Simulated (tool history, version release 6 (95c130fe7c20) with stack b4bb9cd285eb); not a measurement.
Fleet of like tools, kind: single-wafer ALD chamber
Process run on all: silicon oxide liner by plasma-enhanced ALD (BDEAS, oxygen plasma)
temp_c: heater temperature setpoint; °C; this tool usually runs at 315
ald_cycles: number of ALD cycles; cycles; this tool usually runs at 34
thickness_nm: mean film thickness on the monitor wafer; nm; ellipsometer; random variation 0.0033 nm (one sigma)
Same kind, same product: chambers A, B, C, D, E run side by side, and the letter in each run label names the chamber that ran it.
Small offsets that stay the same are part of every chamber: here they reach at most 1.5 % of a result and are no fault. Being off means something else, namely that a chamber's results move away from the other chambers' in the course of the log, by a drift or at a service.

run	hour	temp_c	ald_cycles	read-back reference wafer on the same gauge, thickness_nm	thickness_nm
1A	2.6	315	34	3.0196	3.0846
2B	6.8	315	34	3.0208	3.0866
3E	9.8	315	34	3.0203	3.0827
4C	14.6	315	34	3.0214	3.0565
5D	17	315	34	3.0218	3.1071
6C	20.5	322	34	3.0223	3.0253
7B	23.8	322	34	3.0228	3.0593
8E	26.4	322	34	3.0226	3.0594
9A	29.1	322	34	3.0225	3.049
10D	33.5	322	34	3.0228	3.0837
11B	36.6	315	37	3.0233	3.3594
12D	41.5	315	37	3.0239	3.3848
13E	45.2	315	37	3.0245	3.3707
14C	47.7	315	37	3.0245	3.3306
15A	51.3	315	37	3.024	3.3585
16E	54.5	315	34	3.0252	3.0942
17B	58.6	315	34	3.0247	3.0889
18A	62.1	315	34	3.0257	3.0808
19C	65.7	315	34	3.0256	3.0566
20D	69.1	315	34	3.0265	3.1169
21E	71.9	315	34	3.0263	3.092
22B	76.5	315	34	3.0273	3.0923
23C	78.8	315	34	3.0264	3.0629
24D	82.3	315	34	3.0281	3.1178
25A	86.8	315	34	3.0281	3.0856
26C	89.3	315	34	3.0283	3.067
27D	94.2	315	34	3.0287	3.1166
28A	96.7	315	34	3.0285	3.0904
29B	100.4	315	37	3.0292	3.3671
30E	103.3	315	37	3.0293	3.365
31E	106.3	315	37	3.0297	3.3766
32B	111.3	315	37	3.0297	3.3684
33C	114.1	315	37	3.0299	3.331
34A	118.4	315	34	3.0301	3.096
35D	120.9	315	34	3.0309	3.1235
36C	123.2	315	34	3.0312	3.0621
37D	127.2	315	34	3.0312	3.1133
38A	130.2	315	34	3.0314	3.0897
39E	134.1	315	34	3.032	3.1
40B	136.3	315	34	3.0327	3.1
41A	139.4	315	29	3.0326	2.6412
42E	141.9	315	29	3.0322	2.6447

Which is it: a chamber that has drifted or been left off by a service, a gauge drift common to all chambers, or only each chamber's usual small offset? If a chamber is off, name it and its likeliest cause.

The shared gauge is drifting. All chambers look as if they move in step, but none is off.
Likeliest cause: gauge reads high (%) = 0.433.

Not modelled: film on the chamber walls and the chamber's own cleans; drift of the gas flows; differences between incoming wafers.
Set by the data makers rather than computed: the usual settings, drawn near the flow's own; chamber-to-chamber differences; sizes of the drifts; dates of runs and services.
